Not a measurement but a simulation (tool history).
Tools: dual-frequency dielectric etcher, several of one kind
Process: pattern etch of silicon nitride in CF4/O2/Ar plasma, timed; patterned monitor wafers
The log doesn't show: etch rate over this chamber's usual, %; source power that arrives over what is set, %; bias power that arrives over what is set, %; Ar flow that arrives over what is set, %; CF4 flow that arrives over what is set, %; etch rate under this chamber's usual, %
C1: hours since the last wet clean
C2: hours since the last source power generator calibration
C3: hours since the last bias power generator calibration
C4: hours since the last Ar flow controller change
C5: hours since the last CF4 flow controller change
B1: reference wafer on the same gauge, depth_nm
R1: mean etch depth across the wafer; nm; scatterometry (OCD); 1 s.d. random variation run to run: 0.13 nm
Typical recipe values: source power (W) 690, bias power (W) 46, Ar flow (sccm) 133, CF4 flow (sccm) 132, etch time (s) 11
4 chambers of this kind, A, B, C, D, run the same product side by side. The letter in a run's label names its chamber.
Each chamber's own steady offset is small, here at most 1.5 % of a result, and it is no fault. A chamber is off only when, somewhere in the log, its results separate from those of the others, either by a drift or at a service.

{"run": "1D", "hour": 5.6, "source power (W)": 690, "bias power (W)": 46, "Ar flow (sccm)": 133, "CF4 flow (sccm)": 132, "etch time (s)": 11, "C1": 214.9, "C2": 1465.2, "C3": 1722.4, "C4": 2071.1, "C5": 4133, "B1": 21.626, "R1": 26.673}
{"run": "2B", "hour": 10.8, "source power (W)": 690, "bias power (W)": 46, "Ar flow (sccm)": 133, "CF4 flow (sccm)": 132, "etch time (s)": 11, "C1": 416.7, "C2": 1994.5, "C3": 1437.2, "C4": 3679.3, "C5": 1105.3, "B1": 21.602, "R1": 27.041}
{"run": "3C", "hour": 17.0, "source power (W)": 690, "bias power (W)": 46, "Ar flow (sccm)": 133, "CF4 flow (sccm)": 132, "etch time (s)": 11, "C1": 95.6, "C2": 1068, "C3": 3064.4, "C4": 2194.9, "C5": 2169.1, "B1": 21.605, "R1": 27.101}
{"run": "4A", "hour": 22.1, "source power (W)": 690, "bias power (W)": 46, "Ar flow (sccm)": 133, "CF4 flow (sccm)": 132, "etch time (s)": 11, "C1": 70.1, "C2": 900.4, "C3": 2585.7, "C4": 3643.4, "C5": 1221.1, "B1": 21.593, "R1": 26.86}
{"run": "5A", "hour": 29.5, "source power (W)": 690, "bias power (W)": 46, "Ar flow (sccm)": 133, "CF4 flow (sccm)": 132, "etch time (s)": 11, "C1": 77.5, "C2": 907.8, "C3": 2593.1, "C4": 3650.8, "C5": 1228.5, "B1": 21.588, "R1": 26.847}
{"run": "6B", "hour": 35.1, "source power (W)": 690, "bias power (W)": 46, "Ar flow (sccm)": 133, "CF4 flow (sccm)": 132, "etch time (s)": 11, "C1": 441, "C2": 2018.8, "C3": 1461.5, "C4": 3703.6, "C5": 1129.6, "B1": 21.591, "R1": 27.131}
{"run": "7D", "hour": 39.0, "source power (W)": 690, "bias power (W)": 46, "Ar flow (sccm)": 133, "CF4 flow (sccm)": 132, "etch time (s)": 11, "C1": 248.3, "C2": 1498.6, "C3": 1755.8, "C4": 2104.5, "C5": 4166.4, "B1": 21.601, "R1": 26.563}
{"run": "8C", "hour": 44.4, "source power (W)": 690, "bias power (W)": 46, "Ar flow (sccm)": 133, "CF4 flow (sccm)": 132, "etch time (s)": 11, "C1": 123, "C2": 1095.4, "C3": 3091.8, "C4": 2222.3, "C5": 2196.5, "B1": 21.612, "R1": 27.259}
{"run": "9D", "hour": 49.9, "source power (W)": 690, "bias power (W)": 46, "Ar flow (sccm)": 133, "CF4 flow (sccm)": 132, "etch time (s)": 11, "C1": 259.2, "C2": 1509.5, "C3": 1766.7, "C4": 2115.4, "C5": 4177.3, "B1": 21.605, "R1": 26.283}
{"run": "10A", "hour": 57.1, "source power (W)": 690, "bias power (W)": 46, "Ar flow (sccm)": 133, "CF4 flow (sccm)": 132, "etch time (s)": 11, "C1": 105.1, "C2": 935.4, "C3": 2620.7, "C4": 3678.4, "C5": 1256.1, "B1": 21.612, "R1": 27.019}
{"run": "11C", "hour": 60.7, "source power (W)": 690, "bias power (W)": 46, "Ar flow (sccm)": 133, "CF4 flow (sccm)": 132, "etch time (s)": 11, "C1": 139.3, "C2": 1111.7, "C3": 3108.1, "C4": 2238.6, "C5": 2212.8, "B1": 21.589, "R1": 27.037}
{"hour": 63.3, "done": "chamber A: bias power generator calibrated"}
{"run": "12B", "hour": 67.3, "source power (W)": 690, "bias power (W)": 46, "Ar flow (sccm)": 133, "CF4 flow (sccm)": 132, "etch time (s)": 11, "C1": 473.2, "C2": 2051, "C3": 1493.7, "C4": 3735.8, "C5": 1161.8, "B1": 21.613, "R1": 27.1}
{"run": "13A", "hour": 72.8, "source power (W)": 690, "bias power (W)": 46, "Ar flow (sccm)": 133, "CF4 flow (sccm)": 132, "etch time (s)": 11, "C1": 120.8, "C2": 951.1, "C3": 9.5, "C4": 3694.1, "C5": 1271.8, "B1": 21.576, "R1": 27.085}
{"run": "14D", "hour": 78.7, "source power (W)": 690, "bias power (W)": 46, "Ar flow (sccm)": 133, "CF4 flow (sccm)": 132, "etch time (s)": 11, "C1": 288, "C2": 1538.3, "C3": 1795.5, "C4": 2144.2, "C5": 4206.1, "B1": 21.6, "R1": 26.691}
{"run": "15B", "hour": 82.2, "source power (W)": 760, "bias power (W)": 46, "Ar flow (sccm)": 133, "CF4 flow (sccm)": 132, "etch time (s)": 11, "C1": 488.1, "C2": 2065.9, "C3": 1508.6, "C4": 3750.7, "C5": 1176.7, "B1": 21.59, "R1": 29.559}
{"run": "16C", "hour": 89.7, "source power (W)": 760, "bias power (W)": 46, "Ar flow (sccm)": 133, "CF4 flow (sccm)": 132, "etch time (s)": 11, "C1": 168.3, "C2": 1140.7, "C3": 3137.1, "C4": 2267.6, "C5": 2241.8, "B1": 21.577, "R1": 29.635}
{"run": "17C", "hour": 94.9, "source power (W)": 760, "bias power (W)": 46, "Ar flow (sccm)": 133, "CF4 flow (sccm)": 132, "etch time (s)": 11, "C1": 173.5, "C2": 1145.9, "C3": 3142.3, "C4": 2272.8, "C5": 2247, "B1": 21.608, "R1": 29.422}
{"hour": 97.8, "done": "chamber B: source power generator calibrated"}
{"run": "18A", "hour": 98.3, "source power (W)": 760, "bias power (W)": 46, "Ar flow (sccm)": 133, "CF4 flow (sccm)": 132, "etch time (s)": 11, "C1": 146.3, "C2": 976.6, "C3": 35, "C4": 3719.6, "C5": 1297.3, "B1": 21.599, "R1": 29.252}
{"run": "19B", "hour": 102.6, "source power (W)": 690, "bias power (W)": 46, "Ar flow (sccm)": 133, "CF4 flow (sccm)": 132, "etch time (s)": 11, "C1": 508.5, "C2": 4.8, "C3": 1529, "C4": 3771.1, "C5": 1197.1, "B1": 21.6, "R1": 26.862}
{"hour": 108.7, "done": "chamber B: wet clean of the chamber"}
{"run": "20D", "hour": 109.7, "source power (W)": 690, "bias power (W)": 46, "Ar flow (sccm)": 133, "CF4 flow (sccm)": 132, "etch time (s)": 11, "C1": 319, "C2": 1569.3, "C3": 1826.5, "C4": 2175.2, "C5": 4237.1, "B1": 21.606, "R1": 26.31}
{"run": "21D", "hour": 116.0, "source power (W)": 690, "bias power (W)": 46, "Ar flow (sccm)": 133, "CF4 flow (sccm)": 132, "etch time (s)": 11, "C1": 325.3, "C2": 1575.6, "C3": 1832.8, "C4": 2181.5, "C5": 4243.4, "B1": 21.616, "R1": 26.224}
{"run": "22A", "hour": 121.1, "source power (W)": 690, "bias power (W)": 46, "Ar flow (sccm)": 133, "CF4 flow (sccm)": 132, "etch time (s)": 11, "C1": 169.1, "C2": 999.4, "C3": 57.8, "C4": 3742.4, "C5": 1320.1, "B1": 21.613, "R1": 26.994}
{"run": "23C", "hour": 124.9, "source power (W)": 690, "bias power (W)": 46, "Ar flow (sccm)": 133, "CF4 flow (sccm)": 132, "etch time (s)": 11, "C1": 203.5, "C2": 1175.9, "C3": 3172.3, "C4": 2302.8, "C5": 2277, "B1": 21.606, "R1": 27.028}
{"run": "24B", "hour": 131.8, "source power (W)": 690, "bias power (W)": 46, "Ar flow (sccm)": 133, "CF4 flow (sccm)": 132, "etch time (s)": 11, "C1": 23.1, "C2": 34, "C3": 1558.2, "C4": 3800.3, "C5": 1226.3, "B1": 21.571, "R1": 26.942}
{"run": "25D", "hour": 137.9, "source power (W)": 690, "bias power (W)": 46, "Ar flow (sccm)": 133, "CF4 flow (sccm)": 132, "etch time (s)": 11, "C1": 347.2, "C2": 1597.5, "C3": 1854.7, "C4": 2203.4, "C5": 4265.3, "B1": 21.619, "R1": 26.13}
{"run": "26A", "hour": 143.3, "source power (W)": 690, "bias power (W)": 46, "Ar flow (sccm)": 133, "CF4 flow (sccm)": 132, "etch time (s)": 11, "C1": 191.3, "C2": 1021.6, "C3": 80, "C4": 3764.6, "C5": 1342.3, "B1": 21.609, "R1": 27.089}
{"run": "27C", "hour": 150.3, "source power (W)": 690, "bias power (W)": 46, "Ar flow (sccm)": 133, "CF4 flow (sccm)": 132, "etch time (s)": 11, "C1": 228.9, "C2": 1201.3, "C3": 3197.7, "C4": 2328.2, "C5": 2302.4, "B1": 21.63, "R1": 27.212}
{"run": "28B", "hour": 155.0, "source power (W)": 690, "bias power (W)": 39, "Ar flow (sccm)": 133, "CF4 flow (sccm)": 132, "etch time (s)": 11, "C1": 46.3, "C2": 57.2, "C3": 1581.4, "C4": 3823.5, "C5": 1249.5, "B1": 21.623, "R1": 25.296}
{"run": "29A", "hour": 161.0, "source power (W)": 690, "bias power (W)": 39, "Ar flow (sccm)": 133, "CF4 flow (sccm)": 132, "etch time (s)": 11, "C1": 209, "C2": 1039.3, "C3": 97.7, "C4": 3782.3, "C5": 1360, "B1": 21.61, "R1": 25.444}
{"run": "30C", "hour": 165.9, "source power (W)": 690, "bias power (W)": 39, "Ar flow (sccm)": 133, "CF4 flow (sccm)": 132, "etch time (s)": 11, "C1": 244.5, "C2": 1216.9, "C3": 3213.3, "C4": 2343.8, "C5": 2318, "B1": 21.59, "R1": 25.665}
{"hour": 168.9, "done": "chamber B: Ar flow controller replaced"}
{"run": "31D", "hour": 170.1, "source power (W)": 690, "bias power (W)": 39, "Ar flow (sccm)": 133, "CF4 flow (sccm)": 132, "etch time (s)": 11, "C1": 379.4, "C2": 1629.7, "C3": 1886.9, "C4": 2235.6, "C5": 4297.5, "B1": 21.592, "R1": 24.526}
{"run": "32B", "hour": 176.8, "source power (W)": 690, "bias power (W)": 46, "Ar flow (sccm)": 133, "CF4 flow (sccm)": 132, "etch time (s)": 11, "C1": 68.1, "C2": 79, "C3": 1603.2, "C4": 7.9, "C5": 1271.3, "B1": 21.603, "R1": 27.052}
{"run": "33A", "hour": 182.3, "source power (W)": 690, "bias power (W)": 46, "Ar flow (sccm)": 133, "CF4 flow (sccm)": 132, "etch time (s)": 11, "C1": 230.3, "C2": 1060.6, "C3": 119, "C4": 3803.6, "C5": 1381.3, "B1": 21.572, "R1": 26.793}
{"run": "34C", "hour": 188.6, "source power (W)": 690, "bias power (W)": 46, "Ar flow (sccm)": 133, "CF4 flow (sccm)": 132, "etch time (s)": 11, "C1": 267.2, "C2": 1239.6, "C3": 3236, "C4": 2366.5, "C5": 2340.7, "B1": 21.592, "R1": 27.213}
{"run": "35B", "hour": 195.1, "source power (W)": 690, "bias power (W)": 46, "Ar flow (sccm)": 133, "CF4 flow (sccm)": 132, "etch time (s)": 11, "C1": 86.4, "C2": 97.3, "C3": 1621.5, "C4": 26.2, "C5": 1289.6, "B1": 21.6, "R1": 27.262}
{"run": "36D", "hour": 200.8, "source power (W)": 690, "bias power (W)": 46, "Ar flow (sccm)": 133, "CF4 flow (sccm)": 132, "etch time (s)": 11, "C1": 410.1, "C2": 1660.4, "C3": 1917.6, "C4": 2266.3, "C5": 4328.2, "B1": 21.604, "R1": 25.58}
{"run": "37A", "hour": 206.1, "source power (W)": 690, "bias power (W)": 46, "Ar flow (sccm)": 133, "CF4 flow (sccm)": 132, "etch time (s)": 11, "C1": 254.1, "C2": 1084.4, "C3": 142.8, "C4": 3827.4, "C5": 1405.1, "B1": 21.581, "R1": 26.869}
{"run": "38D", "hour": 213.8, "source power (W)": 690, "bias power (W)": 46, "Ar flow (sccm)": 133, "CF4 flow (sccm)": 132, "etch time (s)": 11, "C1": 423.1, "C2": 1673.4, "C3": 1930.6, "C4": 2279.3, "C5": 4341.2, "B1": 21.603, "R1": 25.636}
{"run": "39B", "hour": 219.0, "source power (W)": 690, "bias power (W)": 46, "Ar flow (sccm)": 133, "CF4 flow (sccm)": 132, "etch time (s)": 11, "C1": 110.3, "C2": 121.2, "C3": 1645.4, "C4": 50.1, "C5": 1313.5, "B1": 21.607, "R1": 26.834}
{"run": "40C", "hour": 225.8, "source power (W)": 690, "bias power (W)": 46, "Ar flow (sccm)": 133, "CF4 flow (sccm)": 132, "etch time (s)": 11, "C1": 304.4, "C2": 1276.8, "C3": 3273.2, "C4": 2403.7, "C5": 2377.9, "B1": 21.608, "R1": 27.242}
{"run": "41B", "hour": 232.0, "source power (W)": 690, "bias power (W)": 46, "Ar flow (sccm)": 133, "CF4 flow (sccm)": 132, "etch time (s)": 11, "C1": 123.3, "C2": 134.2, "C3": 1658.4, "C4": 63.1, "C5": 1326.5, "B1": 21.582, "R1": 27.108}
{"run": "42C", "hour": 236.1, "source power (W)": 690, "bias power (W)": 46, "Ar flow (sccm)": 133, "CF4 flow (sccm)": 132, "etch time (s)": 11, "C1": 314.7, "C2": 1287.1, "C3": 3283.5, "C4": 2414, "C5": 2388.2, "B1": 21.592, "R1": 27.228}
{"run": "43D", "hour": 243.0, "source power (W)": 690, "bias power (W)": 46, "Ar flow (sccm)": 133, "CF4 flow (sccm)": 132, "etch time (s)": 11, "C1": 452.3, "C2": 1702.6, "C3": 1959.8, "C4": 2308.5, "C5": 4370.4, "B1": 21.618, "R1": 25.382}

Predict what each chamber gives when all 4 of them run the settings below next.
{"run": "44A", "hour": 248.6, "source power (W)": 690, "bias power (W)": 46, "Ar flow (sccm)": 133, "CF4 flow (sccm)": 132, "etch time (s)": 11, "R1": "?"}
{"run": "44B", "hour": 248.6, "source power (W)": 690, "bias power (W)": 46, "Ar flow (sccm)": 133, "CF4 flow (sccm)": 132, "etch time (s)": 11, "R1": "?"}
{"run": "44C", "hour": 248.6, "source power (W)": 690, "bias power (W)": 46, "Ar flow (sccm)": 133, "CF4 flow (sccm)": 132, "etch time (s)": 11, "R1": "?"}
{"run": "44D", "hour": 248.6, "source power (W)": 690, "bias power (W)": 46, "Ar flow (sccm)": 133, "CF4 flow (sccm)": 132, "etch time (s)": 11, "R1": "?"}

run=44A R1=26.99
run=44B R1=27.025
run=44C R1=27.081
run=44D R1=25.563
